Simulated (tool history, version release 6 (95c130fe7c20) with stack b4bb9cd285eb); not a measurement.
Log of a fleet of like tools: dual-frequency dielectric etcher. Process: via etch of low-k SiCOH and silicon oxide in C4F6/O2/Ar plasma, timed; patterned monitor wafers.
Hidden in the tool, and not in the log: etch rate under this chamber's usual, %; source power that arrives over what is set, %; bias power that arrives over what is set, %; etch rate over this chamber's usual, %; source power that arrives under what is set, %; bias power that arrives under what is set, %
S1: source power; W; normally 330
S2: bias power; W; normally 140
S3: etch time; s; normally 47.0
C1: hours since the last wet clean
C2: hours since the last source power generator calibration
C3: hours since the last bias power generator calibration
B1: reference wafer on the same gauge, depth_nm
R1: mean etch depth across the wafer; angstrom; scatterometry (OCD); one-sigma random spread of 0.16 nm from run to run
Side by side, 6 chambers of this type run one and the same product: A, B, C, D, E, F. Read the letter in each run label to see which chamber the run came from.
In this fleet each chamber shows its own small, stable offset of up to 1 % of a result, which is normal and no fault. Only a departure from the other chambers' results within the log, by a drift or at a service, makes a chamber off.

-- hour=2.4 chamber A: wet clean of the chamber
run 1D hour=5.9 | S1=330 S2=140 S3=47.0 | C1=250.1 C2=746.2 C3=1492.4 | B1=86.004 | R1=1053.30
run 2F hour=11.6 | S1=330 S2=140 S3=47.0 | C1=270.1 C2=414.5 C3=2296.1 | B1=86.000 | R1=1048.80
run 3E hour=20.9 | S1=330 S2=140 S3=47.0 | C1=97.2 C2=1116.5 C3=1938.2 | B1=85.948 | R1=1052.60
run 4C hour=28.1 | S1=330 S2=140 S3=47.0 | C1=416.3 C2=596.9 C3=1001.7 | B1=85.961 | R1=1046.10
run 5B hour=39.4 | S1=330 S2=140 S3=47.0 | C1=121.3 C2=1684.0 C3=921.8 | B1=85.971 | R1=1054.40
run 6A hour=51.5 | S1=330 S2=140 S3=47.0 | C1=49.1 C2=984.4 C3=2303.2 | B1=85.932 | R1=1052.20
run 7E hour=63.7 | S1=330 S2=168 S3=47.0 | C1=140.0 C2=1159.3 C3=1981.0 | B1=85.921 | R1=1113.90
run 8C hour=74.1 | S1=330 S2=168 S3=47.0 | C1=462.3 C2=642.9 C3=1047.7 | B1=85.897 | R1=1102.40
run 9F hour=80.8 | S1=330 S2=168 S3=47.0 | C1=339.3 C2=483.7 C3=2365.3 | B1=85.847 | R1=1109.80
run 10B hour=92.1 | S1=330 S2=168 S3=47.0 | C1=174.0 C2=1736.7 C3=974.5 | B1=85.851 | R1=1112.80
run 11A hour=103.7 | S1=330 S2=168 S3=47.0 | C1=101.3 C2=1036.6 C3=2355.4 | B1=85.859 | R1=1113.20
run 12D hour=115.8 | S1=330 S2=168 S3=47.0 | C1=360.0 C2=856.1 C3=1602.3 | B1=85.846 | R1=1112.00
run 13A hour=125.9 | S1=300 S2=140 S3=47.0 | C1=123.5 C2=1058.8 C3=2377.6 | B1=85.831 | R1=1012.80
run 14C hour=135.4 | S1=300 S2=140 S3=47.0 | C1=523.6 C2=704.2 C3=1109.0 | B1=85.775 | R1=1003.20
-- hour=138.6 chamber C: wet clean of the chamber
run 15D hour=143.9 | S1=300 S2=140 S3=47.0 | C1=388.1 C2=884.2 C3=1630.4 | B1=85.784 | R1=1012.30
run 16B hour=153.3 | S1=300 S2=140 S3=47.0 | C1=235.2 C2=1797.9 C3=1035.7 | B1=85.759 | R1=1014.70
run 17F hour=164.9 | S1=300 S2=140 S3=47.0 | C1=423.4 C2=567.8 C3=2449.4 | B1=85.739 | R1=1006.90
run 18E hour=176.7 | S1=300 S2=140 S3=47.0 | C1=253.0 C2=1272.3 C3=2094.0 | B1=85.716 | R1=1008.90
run 19F hour=184.7 | S1=330 S2=140 S3=47.0 | C1=443.2 C2=587.6 C3=2469.2 | B1=85.724 | R1=1045.60
run 20D hour=191.1 | S1=330 S2=140 S3=47.0 | C1=435.3 C2=931.4 C3=1677.6 | B1=85.738 | R1=1049.40
run 21E hour=200.4 | S1=330 S2=140 S3=47.0 | C1=276.7 C2=1296.0 C3=2117.7 | B1=85.714 | R1=1049.40
run 22B hour=209.8 | S1=330 S2=140 S3=47.0 | C1=291.7 C2=1854.4 C3=1092.2 | B1=85.701 | R1=1055.00
run 23A hour=219.5 | S1=330 S2=140 S3=47.0 | C1=217.1 C2=1152.4 C3=2471.2 | B1=85.694 | R1=1051.40
run 24C hour=230.7 | S1=330 S2=140 S3=47.0 | C1=92.1 C2=799.5 C3=1204.3 | B1=85.671 | R1=1038.10
run 25B hour=242.6 | S1=330 S2=140 S3=47.0 | C1=324.5 C2=1887.2 C3=1125.0 | B1=85.613 | R1=1050.60
-- hour=252.6 chamber F: wet clean of the chamber
run 26D hour=254.5 | S1=330 S2=140 S3=47.0 | C1=498.7 C2=994.8 C3=1741.0 | B1=85.648 | R1=1049.10
run 27E hour=261.6 | S1=330 S2=140 S3=47.0 | C1=337.9 C2=1357.2 C3=2178.9 | B1=85.645 | R1=1050.40
run 28C hour=270.4 | S1=330 S2=140 S3=47.0 | C1=131.8 C2=839.2 C3=1244.0 | B1=85.623 | R1=1038.30
run 29A hour=276.6 | S1=330 S2=162 S3=37.5 | C1=274.2 C2=1209.5 C3=2528.3 | B1=85.573 | R1=875.62
run 30F hour=286.4 | S1=330 S2=162 S3=37.5 | C1=33.9 C2=689.3 C3=2570.9 | B1=85.589 | R1=870.62
run 31A hour=294.0 | S1=330 S2=162 S3=37.5 | C1=291.6 C2=1226.9 C3=2545.7 | B1=85.599 | R1=876.48
-- hour=297.7 chamber B: wet clean of the chamber
run 32D hour=304.0 | S1=330 S2=162 S3=37.5 | C1=548.2 C2=1044.3 C3=1790.5 | B1=85.536 | R1=872.89
run 33C hour=313.6 | S1=330 S2=162 S3=37.5 | C1=175.0 C2=882.4 C3=1287.2 | B1=85.507 | R1=868.23
run 34E hour=323.3 | S1=330 S2=162 S3=37.5 | C1=399.6 C2=1418.9 C3=2240.6 | B1=85.541 | R1=875.16
run 35B hour=334.3 | S1=330 S2=140 S3=47.0 | C1=36.7 C2=1978.9 C3=1216.7 | B1=85.488 | R1=1044.90
run 36F hour=346.8 | S1=330 S2=140 S3=47.0 | C1=94.3 C2=749.7 C3=2631.3 | B1=85.495 | R1=1043.30
run 37E hour=359.1 | S1=330 S2=140 S3=47.0 | C1=435.4 C2=1454.7 C3=2276.4 | B1=85.475 | R1=1047.10

Is one chamber off against the others, does the gauge drift, or is nothing wrong? If a chamber is off, say which, and what the likeliest cause is.

Every chamber seems to shift together because the gauge that measures them all drifts; the chambers themselves are fine.
What lies behind it: gauge reads low (%) = 0.63.

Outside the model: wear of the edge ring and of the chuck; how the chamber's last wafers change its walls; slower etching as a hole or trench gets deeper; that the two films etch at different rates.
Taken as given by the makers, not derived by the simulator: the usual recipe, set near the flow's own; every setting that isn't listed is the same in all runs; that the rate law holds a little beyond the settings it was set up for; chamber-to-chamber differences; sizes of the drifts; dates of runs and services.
